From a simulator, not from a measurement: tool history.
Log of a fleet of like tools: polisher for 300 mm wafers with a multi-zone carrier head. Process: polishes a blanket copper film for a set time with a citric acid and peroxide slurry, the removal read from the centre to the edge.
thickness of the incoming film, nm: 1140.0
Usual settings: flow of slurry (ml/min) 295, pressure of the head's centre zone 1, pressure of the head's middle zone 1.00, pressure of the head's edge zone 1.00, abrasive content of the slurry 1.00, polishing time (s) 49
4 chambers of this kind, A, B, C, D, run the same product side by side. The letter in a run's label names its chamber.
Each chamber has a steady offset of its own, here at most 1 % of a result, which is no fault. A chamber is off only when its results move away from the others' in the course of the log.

run   hour  flow of slurry (ml/min)  pressure of the head's centre zone  pressure of the head's middle zone  pressure of the head's edge zone  abrasive content of the slurry  polishing time (s)  wafers polished on this pad  hours since the slurry nozzle was cleaned  hours since the centre zone pressure was calibrated  hours since the edge zone pressure was calibrated  film removed at the wafer's centre (angstrom)  film removed at mid-radius (angstrom)  film removed at the wafer's edge (angstrom)
 1B    5.0                      295                                   1                                1.00                              1.00                            1.00                  49                          496                                      347.6                                               1020.8                                              319.2                                         1219.1                                 1271.1                                       1240.9
 2A   11.3                      295                                   1                                1.00                              1.00                            1.00                  49                          191                                      319.0                                                425.0                                             1115.9                                         1254.9                                 1281.1                                       1243.6
      16.0  -- chamber B: worn pad replaced by a new one
 3C   17.3                      295                                   1                                1.00                              1.00                            1.00                  49                          306                                      865.3                                                452.8                                              289.6                                         1242.8                                 1210.4                                       1239.5
 4D   24.1                      295                                   1                                1.00                              1.00                            1.00                  49                          620                                      146.7                                                360.7                                              355.1                                         1215.6                                 1276.9                                       1230.2
 5A   30.7                      295                                   1                                1.00                              1.00                            1.00                  49                          441                                      338.4                                                444.4                                             1135.3                                         1236.5                                 1270.2                                       1266.0
      32.0  -- chamber A: edge zone pressure recalibrated
 6C   39.2                      295                                   1                                1.00                              1.00                            1.00                  49                          589                                      887.2                                                474.7                                              311.5                                         1223.1                                 1255.8                                       1247.0
      44.2  -- chamber D: centre zone pressure recalibrated
 7B   46.8                      295                                   1                                1.00                              1.00                            1.00                  49                          397                                      389.4                                               1062.6                                              361.0                                         1265.3                                 1235.9                                       1237.3
      48.0  -- chamber C: worn pad replaced by a new one
      52.6  -- chamber A: worn pad replaced by a new one
      55.1  -- chamber D: edge zone pressure recalibrated
 8D   56.1                      295                                   1                                1.00                              1.00                            1.00                  49                         1032                                      178.7                                                 12.0                                                1.1                                         1218.8                                 1239.3                                       1222.0
      57.7  -- chamber D: worn pad replaced by a new one
 9D   62.3                      295                                   1                                1.00                              1.00                            1.00                  49                           59                                      184.9                                                 18.2                                                7.3                                         1259.7                                 1244.7                                       1243.3
      64.5  -- chamber B: worn pad replaced by a new one
10A   71.7                      295                                   1                                1.00                              1.00                            1.00                  49                          246                                      379.4                                                485.4                                               39.7                                         1225.5                                 1246.1                                       1241.2
      76.3  -- chamber A: slurry nozzle cleaned
11B   80.1                      295                                   1                                1.00                              1.00                            1.00                  49                          201                                      422.7                                               1095.9                                              394.3                                         1241.9                                 1265.4                                       1233.0
12C   88.0                      295                                   1                                1.00                              1.00                            1.00                  49                          515                                      936.0                                                523.5                                              360.3                                         1240.1                                 1272.6                                       1240.9
13A   94.4                      295                                   1                                1.00                              1.00                            1.00                  49                          538                                       18.1                                                508.1                                               62.4                                         1274.2                                 1268.3                                       1244.1
14B  101.1                      295                                   1                                1.00                              1.00                            1.00                  49                          472                                      443.7                                               1116.9                                              415.3                                         1203.9                                 1243.4                                       1241.1
     101.2  -- chamber C: worn pad replaced by a new one
15C  106.6                      295                                   1                                1.00                              1.00                            1.00                  49                           70                                      954.6                                                542.1                                              378.9                                         1267.0                                 1208.3                                       1234.2
     112.0  -- chamber B: worn pad replaced by a new one
     113.6  -- chamber B: edge zone pressure recalibrated
16D  115.8                      295                                   1                                1.00                              1.00                            1.00                  49                          748                                      238.4                                                 71.7                                               60.8                                         1253.9                                 1249.6                                       1237.3
     116.5  -- chamber A: worn pad replaced by a new one
17D  120.0                      295                                   1                                1.00                              1.00                            1.00                  49                          802                                      242.6                                                 75.9                                               65.0                                         1216.1                                 1232.8                                       1216.7
18A  126.2                      295                                   1                                1.00                              1.00                            1.00                  49                          125                                       49.9                                                539.9                                               94.2                                         1239.9                                 1201.8                                       1268.8
19C  133.4                      295                                   1                                1.00                              1.00                            1.00                  49                          415                                      981.4                                                568.9                                              405.7                                         1250.1                                 1226.6                                       1252.7
     138.5  -- chamber D: worn pad replaced by a new one
20B  139.9                      295                                   1                                0.91                              1.00                            1.00                  49                          360                                      482.5                                               1155.7                                               26.3                                         1225.8                                 1147.4                                       1213.3
     142.3  -- chamber C: slurry nozzle cleaned
21C  148.4                      295                                   1                                0.91                              1.00                            1.00                  49                          608                                        6.1                                                583.9                                              420.7                                         1242.6                                 1142.5                                       1262.5
     152.2  -- chamber C: worn pad replaced by a new one
22D  154.7                      295                                   1                                0.91                              1.00                            1.00                  49                          208                                      277.3                                                110.6                                               99.7                                         1242.8                                 1157.8                                       1237.6
     157.3  -- chamber B: centre zone pressure recalibrated
     157.6  -- chamber D: slurry nozzle cleaned
     162.5  -- chamber B: worn pad replaced by a new one
23B  162.7                      295                                   1                                0.91                              1.00                            1.00                  49                            3                                      505.3                                                  5.4                                               49.1                                         1329.4                                 1142.5                                       1222.9
24A  169.2                      295                                   1                                1.00                              1.00                            1.00                  49                          679                                       92.9                                                582.9                                              137.2                                         1266.4                                 1275.0                                       1251.1
     173.3  -- chamber A: worn pad replaced by a new one
25A  177.4                      295                                   1                                1.00                              1.00                            1.00                  49                           53                                      101.1                                                591.1                                              145.4                                         1245.9                                 1210.7                                       1239.2
26D  186.7                      295                                   1                                1.00                              1.00                            1.00                  49                          621                                       29.2                                                142.6                                              131.7                                         1232.0                                 1263.6                                       1233.6
27C  195.0                      295                                   1                                1.00                              1.00                            1.00                  49                          551                                       52.7                                                630.5                                              467.3                                         1242.5                                 1234.5                                       1261.8
     203.1  -- chamber C: worn pad replaced by a new one
28B  203.8                      295                                   1                                1.00                              1.00                            1.00                  49                          532                                      546.4                                                 46.5                                               90.2                                         1314.2                                 1258.8                                       1212.3
29C  209.1                      295                                   1                                1.00                              1.00                            1.00                  49                           77                                       66.8                                                644.6                                              481.4                                         1276.3                                 1249.8                                       1228.0
     211.4  -- chamber B: worn pad replaced by a new one
30D  215.1                      295                                   1                                1.00                              1.05                            1.15                  49                          986                                       57.6                                                171.0                                              160.1                                         1242.1                                 1262.2                                       1332.7
31B  221.9                      295                                   1                                1.00                              1.05                            1.15                  49                          136                                      564.5                                                 64.6                                              108.3                                         1403.4                                 1245.0                                       1313.4
     222.7  -- chamber D: worn pad replaced by a new one
32A  228.3                      295                                   1                                1.00                              1.05                            1.15                  49                          708                                      152.0                                                642.0                                              196.3                                         1277.3                                 1295.5                                       1303.3
33A  233.1                      295                                   1                                1.00                              1.05                            1.15                  49                          770                                      156.8                                                646.8                                              201.1                                         1289.1                                 1280.7                                       1326.3
34B  240.9                      295                                   1                                1.00                              1.10                            1.00                  60                          380                                      583.5                                                 83.6                                              127.3                                         1682.6                                 1522.4                                       1566.7
35D  249.3                      295                                   1                                1.00                              1.10                            1.00                  60                          343                                       91.8                                                205.2                                              194.3                                         1526.5                                 1571.3                                       1613.0
36C  255.5                      295                                   1                                1.00                              1.10                            1.00                  60                          675                                      113.2                                                691.0                                              527.8                                         1505.4                                 1505.4                                       1595.1

Is one chamber off against the others, does the gauge drift, or is nothing wrong? If a chamber is off, say which, and what the likeliest cause is.

A service left chamber B off against the others.
Cause: centre zone's pressure above its setpoint, % = 6.28.

Here are 4 candidates for chamber B's next run, each the usual settings with a change, their results left as question marks. Which one brings its results back in line with what the others give on the usual settings?
In line means no further than this from the other chambers' mean on the usual settings: film removed at the wafer's centre (angstrom) 56.0; film removed at mid-radius (angstrom) 64.0; film removed at the wafer's edge (angstrom) 46.0
37B-1  262.2                      285                                0.87                                1.02                              1.05                            1.00                  49                                                                                                                                                                                                                              ?                                      ?                                            ?
37B-2  262.2                      300                                1.06                                0.99                              0.98                            1.00                  49                                                                                                                                                                                                                              ?                                      ?                                            ?
37B-3  262.2                      290                                0.94                                1.01                              1.02                            1.00                  49                                                                                                                                                                                                                              ?                                      ?                                            ?
37B-4  262.2                      305                                1.13                                0.98                              0.95                            1.00                  49                                                                                                                                                                                                                              ?                                      ?                                            ?

The other chambers' mean on the usual settings: film removed at the wafer's centre (angstrom) 1245.3; film removed at mid-radius (angstrom) 1248.8; film removed at the wafer's edge (angstrom) 1242.9
  run  film removed at the wafer's centre (angstrom)  film removed at mid-radius (angstrom)  film removed at the wafer's edge (angstrom)
37B-1                                         1134.5                                 1252.5                                       1250.2
37B-2                                         1414.4                                 1224.3                                       1210.7
37B-3                                         1237.1                                 1243.2                                       1232.8
37B-4                                         1517.9                                 1214.6                                       1192.9
37B-3 brings the chamber back in line.

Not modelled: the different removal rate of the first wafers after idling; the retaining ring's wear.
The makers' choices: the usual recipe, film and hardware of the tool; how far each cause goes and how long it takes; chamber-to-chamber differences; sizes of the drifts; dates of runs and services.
